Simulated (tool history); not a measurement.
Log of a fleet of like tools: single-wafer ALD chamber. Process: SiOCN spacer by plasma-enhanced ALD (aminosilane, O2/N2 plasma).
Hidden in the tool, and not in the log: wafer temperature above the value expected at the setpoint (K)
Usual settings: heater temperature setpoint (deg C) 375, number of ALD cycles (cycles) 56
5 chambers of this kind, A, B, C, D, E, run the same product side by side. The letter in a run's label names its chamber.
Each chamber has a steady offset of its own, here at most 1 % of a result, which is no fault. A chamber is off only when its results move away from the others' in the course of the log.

run     day  heater temperature setpoint (deg C)  number of ALD cycles (cycles)  hours since the last thermocouple change  read-back reference wafer on the same gauge, thickness_nm  mean film thickness on the monitor wafer (nm)
 1B    0.35                                  375                             56                                    1305.3                                                     3.5002                                         3.3628
 2D     0.7                                  375                             56                                    2437.6                                                     3.4988                                         3.3717
 3E    1.15                                  375                             56                                    2027.2                                                      3.498                                          3.389
 4C    1.65                                  375                             56                                     335.5                                                     3.4966                                          3.357
 5A   1.912                                  375                             56                                    1423.4                                                     3.4955                                         3.3802
 6B   2.262                                  375                             56                                    1351.2                                                     3.4961                                         3.3571
 7E   2.667                                  375                             56                                    2063.6                                                     3.4962                                         3.3943
 8D   3.188                                  375                             56                                    2497.3                                                     3.4942                                         3.3677
 9A   3.442                                  375                             56                                    1460.1                                                     3.4949                                         3.3818
10C   3.879                                  375                             56                                       389                                                     3.4943                                         3.3553
11E   4.212                                  375                             56                                    2100.7                                                     3.4928                                         3.3897
12D   4.438                                  375                             56                                    2527.3                                                     3.4927                                         3.3696
13A   4.675                                  375                             56                                    1489.7                                                     3.4929                                         3.3755
14B   5.104                                  375                             56                                    1419.4                                                     3.4914                                         3.3466
15C   5.367                                  375                             56                                     424.7                                                     3.4911                                         3.3495
16D   5.612                                  382                             51                                    2555.5                                                     3.4904                                         3.0637
17B   5.871                                  382                             51                                    1437.8                                                     3.4896                                         3.0499
18E   6.383                                  382                             51                                    2152.8                                                     3.4886                                          3.081
19C   6.738                                  382                             51                                     457.6                                                     3.4877                                         3.0536
20A   7.046                                  382                             51                                    1546.6                                                     3.4869                                         3.0702
21E   7.412                                  375                             56                                    2177.5                                                     3.4876                                         3.3861
22B   7.867                                  364                             56                                    1485.7                                                     3.4868                                         3.3392
23C   8.133                                  364                             56                                     491.1                                                     3.4855                                         3.3523
24D   8.512                                  364                             56                                    2625.1                                                     3.4871                                         3.3535
25A   8.892                                  364                             56                                    1590.9                                                     3.4851                                         3.3697
26D   9.254                                  364                             56                                    2642.9                                                      3.485                                         3.3579
27C   9.708                                  375                             56                                     528.9                                                     3.4841                                         3.3413
28B  10.129                                  375                             56                                      1540                                                     3.4835                                         3.3353
29A    10.4                                  375                             56                                    1627.1                                                     3.4827                                         3.3654
30E  10.858                                  375                             56                                    2260.2                                                     3.4822                                         3.3705

Is one chamber off against the others, does the gauge drift, or is nothing wrong? If a chamber is off, say which, and what the likeliest cause is.

The gauge drifts, so all chambers seem to drift together. No chamber is off.
Cause: gauge reads low (%) = 0.535.

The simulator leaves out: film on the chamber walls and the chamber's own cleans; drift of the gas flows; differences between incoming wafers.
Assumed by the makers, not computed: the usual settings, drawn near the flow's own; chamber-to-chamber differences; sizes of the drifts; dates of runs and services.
